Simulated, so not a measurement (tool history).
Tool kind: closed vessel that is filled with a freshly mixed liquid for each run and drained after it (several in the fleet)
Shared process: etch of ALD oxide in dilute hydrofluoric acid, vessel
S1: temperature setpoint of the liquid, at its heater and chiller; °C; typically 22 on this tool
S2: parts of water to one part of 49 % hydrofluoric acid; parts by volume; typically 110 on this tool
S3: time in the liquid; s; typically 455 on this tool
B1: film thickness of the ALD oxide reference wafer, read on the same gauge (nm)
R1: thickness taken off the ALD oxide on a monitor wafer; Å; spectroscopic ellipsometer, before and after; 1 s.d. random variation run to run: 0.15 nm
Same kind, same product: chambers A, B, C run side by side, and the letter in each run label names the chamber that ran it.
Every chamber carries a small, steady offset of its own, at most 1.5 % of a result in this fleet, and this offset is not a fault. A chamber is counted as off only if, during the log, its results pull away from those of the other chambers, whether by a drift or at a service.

Run 1A, hour 9.8: usual settings; B1 50.013. Result: R1 365.65 Å.
Run 2B, hour 21: usual settings; B1 50. Result: R1 365.71 Å.
Run 3C, hour 30.3: usual settings; B1 49.991. Result: R1 366.61 Å.
Run 4A, hour 41.6: usual settings; B1 50.002. Result: R1 366.67 Å.
Run 5C, hour 54.3: usual settings; B1 50.003. Result: R1 365.39 Å.
At hour 60.9: chamber C: thermometer replaced.
Run 6B, hour 67.1: usual settings; B1 49.984. Result: R1 370.27 Å.
Run 7A, hour 81.3: usual settings; B1 49.993. Result: R1 365.52 Å.
Run 8C, hour 96.6: usual settings; B1 49.99. Result: R1 366.92 Å.
Run 9B, hour 105.6: usual settings; B1 49.988. Result: R1 364.71 Å.
Run 10B, hour 113: usual settings; B1 49.999. Result: R1 366.96 Å.
Run 11A, hour 122.3: usual settings but S1 24 °C; B1 50. Result: R1 396.97 Å.
Run 12C, hour 134.1: usual settings but S1 24 °C; B1 50.002. Result: R1 395.18 Å.
At hour 142.8: chamber B: hydrofluoric acid flow meter replaced.
Run 13B, hour 145.7: usual settings but S1 24 °C; B1 50.008. Result: R1 397.23 Å.
Run 14C, hour 156.2: usual settings; B1 49.995. Result: R1 370.24 Å.
Run 15A, hour 167.3: usual settings but S3 205 s; B1 49.994. Result: R1 165.61 Å.
Run 16B, hour 176.1: usual settings but S3 205 s; B1 50.002. Result: R1 164.53 Å.
Run 17C, hour 188: usual settings but S3 205 s; B1 50.001. Result: R1 166.1 Å.
Run 18A, hour 201.3: usual settings; B1 50.004. Result: R1 363.09 Å.
Run 19C, hour 212: usual settings; B1 49.989. Result: R1 369.57 Å.
Run 20B, hour 225.2: usual settings; B1 49.975. Result: R1 366.86 Å.
Run 21A, hour 232.2: usual settings; B1 50.011. Result: R1 368.21 Å.
Run 22B, hour 240.3: usual settings; B1 49.988. Result: R1 368.05 Å.

All chambers now run identical settings, listed one chamber a line with results as question marks. What results will each chamber show?
Run 23A, hour 251.4: usual settings. Result: R1 ?.
Run 23B, hour 251.4: usual settings. Result: R1 ?.
Run 23C, hour 251.4: usual settings. Result: R1 ?.

run      R1
23A  366.27
23B  367.63
23C  369.78
